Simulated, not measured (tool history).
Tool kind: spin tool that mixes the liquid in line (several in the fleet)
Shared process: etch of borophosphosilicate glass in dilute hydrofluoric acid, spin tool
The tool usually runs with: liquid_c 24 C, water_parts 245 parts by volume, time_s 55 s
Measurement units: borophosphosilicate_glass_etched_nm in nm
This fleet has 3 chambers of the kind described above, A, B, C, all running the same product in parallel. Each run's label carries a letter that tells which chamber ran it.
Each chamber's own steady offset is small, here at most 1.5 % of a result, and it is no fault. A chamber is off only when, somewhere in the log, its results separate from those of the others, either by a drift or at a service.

run   hour  liquid_c  water_parts  time_s  hours since the thermometer was replaced  hours since the hydrofluoric acid flow meter was replaced  read-back film thickness of the borophosphosilicate glass reference wafer, read on the same gauge (nm)  borophosphosilicate_glass_etched_nm
 1B    9.4        24          245      55                                        46                                                      228.1                                                                                                  109.99                               6.9552
      10.6  -- chamber C: thermometer replaced
 2A   17.8        24          245      55                                     573.3                                                     1025.9                                                                                                  110.01                               6.9053
 3C   27.9        24          245      55                                      17.4                                                      514.6                                                                                                     110                               6.7722
 4A   36.6        24          245      55                                     592.1                                                     1044.7                                                                                                  110.01                               6.9434
 5B   48.2        24          245      55                                      84.8                                                      266.9                                                                                                  109.98                               6.8217
 6C   59.6      21.5          245      55                                      49.1                                                      546.3                                                                                                  110.04                               6.1647
 7B   67.9      21.5          245      55                                     104.5                                                      286.6                                                                                                  109.99                               6.2172
 8C   76.6      21.5          245      55                                      66.1                                                      563.3                                                                                                  110.02                               6.1623
 9A   84.6      28.5          170      55                                     640.1                                                     1092.7                                                                                                  110.01                               12.578
10A   95.7      28.5          170      55                                     651.2                                                     1103.8                                                                                                  110.03                               12.471
11B  105.6      28.5          170      55                                     142.2                                                      324.3                                                                                                     110                                12.61
12C  113.4        24          245      55                                     102.9                                                      600.1                                                                                                  109.98                                6.705
13B  121.6        24          245      55                                     158.2                                                      340.3                                                                                                  109.99                               6.8579
14A  130.9        24          245      55                                     686.4                                                       1139                                                                                                     110                               6.6899
15C  137.7        24          245      55                                     127.2                                                      624.4                                                                                                  110.01                               6.6854
16C  142.9        24          245      55                                     132.4                                                      629.6                                                                                                  109.99                               6.7866
17A  148.7        24          245      55                                     704.2                                                     1156.8                                                                                                  109.99                               6.5603
18B  157.8        24          245      55                                     194.4                                                      376.5                                                                                                  110.01                               6.7738
19A  163.5        24          245      55                                       719                                                     1171.6                                                                                                  110.01                               6.6281
20B  172.8        26          245      70                                     209.4                                                      391.5                                                                                                  109.99                               9.3586
21C  178.3        26          245      70                                     167.8                                                        665                                                                                                  110.01                               9.1989
22B  189.4        26          245      70                                       226                                                      408.1                                                                                                  110.01                                9.333
23C  196.4        24          340      80                                     185.9                                                      683.1                                                                                                  109.98                               6.4949
24A  205.6        24          340      80                                     761.1                                                     1213.7                                                                                                  110.01                               6.1399
25C  214.1        24          340      80                                     203.6                                                      700.8                                                                                                  109.98                                6.419
26A  224.7        24          245      55                                     780.2                                                     1232.8                                                                                                  110.01                               6.4354

Decide between three cases: one chamber stands off from its peers, the gauge reading all wafers drifts, or nothing is wrong past each chamber's small offset. Where a chamber is off, say which and what most likely put it there.

It is chamber A that slowly wanders off from its peers.
Cause: hydrofluoric acid flow below the setpoint (%) = 6.
From this log alone, it may not be told apart from: liquid colder than its thermometer reads (K).

Here are 4 candidates for chamber A's next run, each the usual settings with a change, their results left as question marks. Which one brings its results back in line with what the others give on the usual settings?
In line means no further than this from the other chambers' mean on the usual settings: borophosphosilicate_glass_etched_nm 0.23 nm
27A-1  232.9      27.5          245      55                                                                                                                                                                                                                                                 ?
27A-2  232.9      23.5          265      55                                                                                                                                                                                                                                                 ?
27A-3  232.9        24          255      55                                                                                                                                                                                                                                                 ?
27A-4  232.9        24          235      55                                                                                                                                                                                                                                                 ?

What the other chambers average on the usual settings: borophosphosilicate_glass_etched_nm 6.7786 nm
  run  borophosphosilicate_glass_etched_nm
27A-1                                7.205
27A-2                               5.6826
27A-3                               6.0727
27A-4                                6.734
The answer is 27A-4, which returns the chamber to within the allowed miss of the others.
